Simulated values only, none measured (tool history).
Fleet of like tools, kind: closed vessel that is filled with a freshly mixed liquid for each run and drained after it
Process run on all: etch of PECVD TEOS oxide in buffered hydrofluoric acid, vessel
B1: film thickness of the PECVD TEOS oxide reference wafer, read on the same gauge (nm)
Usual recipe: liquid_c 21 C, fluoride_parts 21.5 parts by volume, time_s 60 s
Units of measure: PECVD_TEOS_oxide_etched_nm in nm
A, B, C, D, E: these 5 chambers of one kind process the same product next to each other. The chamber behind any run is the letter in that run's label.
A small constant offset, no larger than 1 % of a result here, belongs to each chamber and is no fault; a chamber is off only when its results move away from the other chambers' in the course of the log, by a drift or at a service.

run 1B hour=13.9 | liquid_c=21 fluoride_parts=21.5 time_s=60 | B1=89.987 | PECVD_TEOS_oxide_etched_nm=43.862
run 2A hour=26 | liquid_c=21 fluoride_parts=21.5 time_s=60 | B1=90.012 | PECVD_TEOS_oxide_etched_nm=44.226
run 3E hour=35.3 | liquid_c=21 fluoride_parts=21.5 time_s=60 | B1=89.98 | PECVD_TEOS_oxide_etched_nm=44.807
run 4D hour=49.2 | liquid_c=21 fluoride_parts=21.5 time_s=60 | B1=89.995 | PECVD_TEOS_oxide_etched_nm=44.264
run 5C hour=57.6 | liquid_c=21 fluoride_parts=21.5 time_s=60 | B1=89.961 | PECVD_TEOS_oxide_etched_nm=44.805
run 6C hour=64.6 | liquid_c=21 fluoride_parts=21.5 time_s=60 | B1=90.03 | PECVD_TEOS_oxide_etched_nm=44.651
run 7A hour=76.9 | liquid_c=21 fluoride_parts=21.5 time_s=60 | B1=90.004 | PECVD_TEOS_oxide_etched_nm=44.76
run 8B hour=84.9 | liquid_c=21 fluoride_parts=21.5 time_s=60 | B1=90.018 | PECVD_TEOS_oxide_etched_nm=44.069
run 9E hour=92.3 | liquid_c=21 fluoride_parts=17 time_s=60 | B1=90.039 | PECVD_TEOS_oxide_etched_nm=54.896
run 10D hour=106.6 | liquid_c=21 fluoride_parts=17 time_s=60 | B1=90.004 | PECVD_TEOS_oxide_etched_nm=54.77
run 11D hour=115.3 | liquid_c=21 fluoride_parts=17 time_s=60 | B1=89.989 | PECVD_TEOS_oxide_etched_nm=55.209
run 12C hour=128.9 | liquid_c=21 fluoride_parts=17 time_s=60 | B1=89.966 | PECVD_TEOS_oxide_etched_nm=54.671
run 13A hour=137.6 | liquid_c=21 fluoride_parts=17 time_s=60 | B1=89.992 | PECVD_TEOS_oxide_etched_nm=54.354
-- hour=143.6 chamber C: thermometer replaced
run 14B hour=147.3 | liquid_c=21 fluoride_parts=21.5 time_s=60 | B1=89.979 | PECVD_TEOS_oxide_etched_nm=44.481
run 15E hour=155.2 | liquid_c=19 fluoride_parts=21.5 time_s=60 | B1=90.03 | PECVD_TEOS_oxide_etched_nm=39.957
run 16D hour=169.3 | liquid_c=19 fluoride_parts=21.5 time_s=60 | B1=90.008 | PECVD_TEOS_oxide_etched_nm=40.044
run 17B hour=183.2 | liquid_c=19 fluoride_parts=21.5 time_s=60 | B1=89.988 | PECVD_TEOS_oxide_etched_nm=39.212
run 18C hour=191.9 | liquid_c=19 fluoride_parts=21.5 time_s=60 | B1=89.966 | PECVD_TEOS_oxide_etched_nm=39.654
run 19A hour=204.1 | liquid_c=19 fluoride_parts=21.5 time_s=60 | B1=89.974 | PECVD_TEOS_oxide_etched_nm=39.393
-- hour=208.5 chamber D: hydrofluoric acid flow meter replaced
run 20E hour=212.4 | liquid_c=21 fluoride_parts=21.5 time_s=60 | B1=89.992 | PECVD_TEOS_oxide_etched_nm=44.95
run 21E hour=225.5 | liquid_c=21 fluoride_parts=21.5 time_s=60 | B1=90.005 | PECVD_TEOS_oxide_etched_nm=45.777
run 22D hour=239 | liquid_c=21 fluoride_parts=21.5 time_s=60 | B1=89.97 | PECVD_TEOS_oxide_etched_nm=44.934
run 23C hour=250.2 | liquid_c=21 fluoride_parts=21.5 time_s=60 | B1=89.964 | PECVD_TEOS_oxide_etched_nm=44.705
run 24B hour=262.5 | liquid_c=25.5 fluoride_parts=21.5 time_s=60 | B1=89.995 | PECVD_TEOS_oxide_etched_nm=56.755
run 25A hour=277.9 | liquid_c=25.5 fluoride_parts=21.5 time_s=60 | B1=89.988 | PECVD_TEOS_oxide_etched_nm=57.212
run 26E hour=289 | liquid_c=25.5 fluoride_parts=21.5 time_s=60 | B1=89.98 | PECVD_TEOS_oxide_etched_nm=59.18
run 27A hour=303.6 | liquid_c=25.5 fluoride_parts=21.5 time_s=60 | B1=90.012 | PECVD_TEOS_oxide_etched_nm=57.134
run 28B hour=312 | liquid_c=25.5 fluoride_parts=21.5 time_s=60 | B1=89.985 | PECVD_TEOS_oxide_etched_nm=57.104
run 29C hour=319.6 | liquid_c=21 fluoride_parts=21.5 time_s=60 | B1=89.97 | PECVD_TEOS_oxide_etched_nm=44.494
run 30D hour=334.5 | liquid_c=17 fluoride_parts=21.5 time_s=35 | B1=89.968 | PECVD_TEOS_oxide_etched_nm=21.189
run 31D hour=342.3 | liquid_c=17 fluoride_parts=21.5 time_s=35 | B1=89.966 | PECVD_TEOS_oxide_etched_nm=21.145
-- hour=355.6 chamber B: hydrofluoric acid flow meter replaced
run 32E hour=357 | liquid_c=17 fluoride_parts=21.5 time_s=35 | B1=89.962 | PECVD_TEOS_oxide_etched_nm=21.818
run 33A hour=365.2 | liquid_c=17 fluoride_parts=21.5 time_s=35 | B1=90.052 | PECVD_TEOS_oxide_etched_nm=20.937
run 34B hour=377.6 | liquid_c=17 fluoride_parts=21.5 time_s=35 | B1=89.987 | PECVD_TEOS_oxide_etched_nm=20.761
run 35C hour=384.9 | liquid_c=21 fluoride_parts=21.5 time_s=60 | B1=90.04 | PECVD_TEOS_oxide_etched_nm=44.64
run 36B hour=392.5 | liquid_c=21 fluoride_parts=21.5 time_s=60 | B1=90.043 | PECVD_TEOS_oxide_etched_nm=44.777
run 37A hour=406.9 | liquid_c=21 fluoride_parts=16.5 time_s=60 | B1=89.996 | PECVD_TEOS_oxide_etched_nm=56.971
run 38D hour=418.1 | liquid_c=21 fluoride_parts=16.5 time_s=60 | B1=89.97 | PECVD_TEOS_oxide_etched_nm=57.227

Next, every chamber runs the same settings. What will each give?
run 39A hour=429.5 | liquid_c=21 fluoride_parts=21.5 time_s=60 | PECVD_TEOS_oxide_etched_nm=?
run 39B hour=429.5 | liquid_c=21 fluoride_parts=21.5 time_s=60 | PECVD_TEOS_oxide_etched_nm=?
run 39C hour=429.5 | liquid_c=21 fluoride_parts=21.5 time_s=60 | PECVD_TEOS_oxide_etched_nm=?
run 39D hour=429.5 | liquid_c=21 fluoride_parts=21.5 time_s=60 | PECVD_TEOS_oxide_etched_nm=?
run 39E hour=429.5 | liquid_c=21 fluoride_parts=21.5 time_s=60 | PECVD_TEOS_oxide_etched_nm=?

run=39A PECVD_TEOS_oxide_etched_nm=44.781
run=39B PECVD_TEOS_oxide_etched_nm=44.493
run=39C PECVD_TEOS_oxide_etched_nm=44.579
run=39D PECVD_TEOS_oxide_etched_nm=44.833
run=39E PECVD_TEOS_oxide_etched_nm=48.364
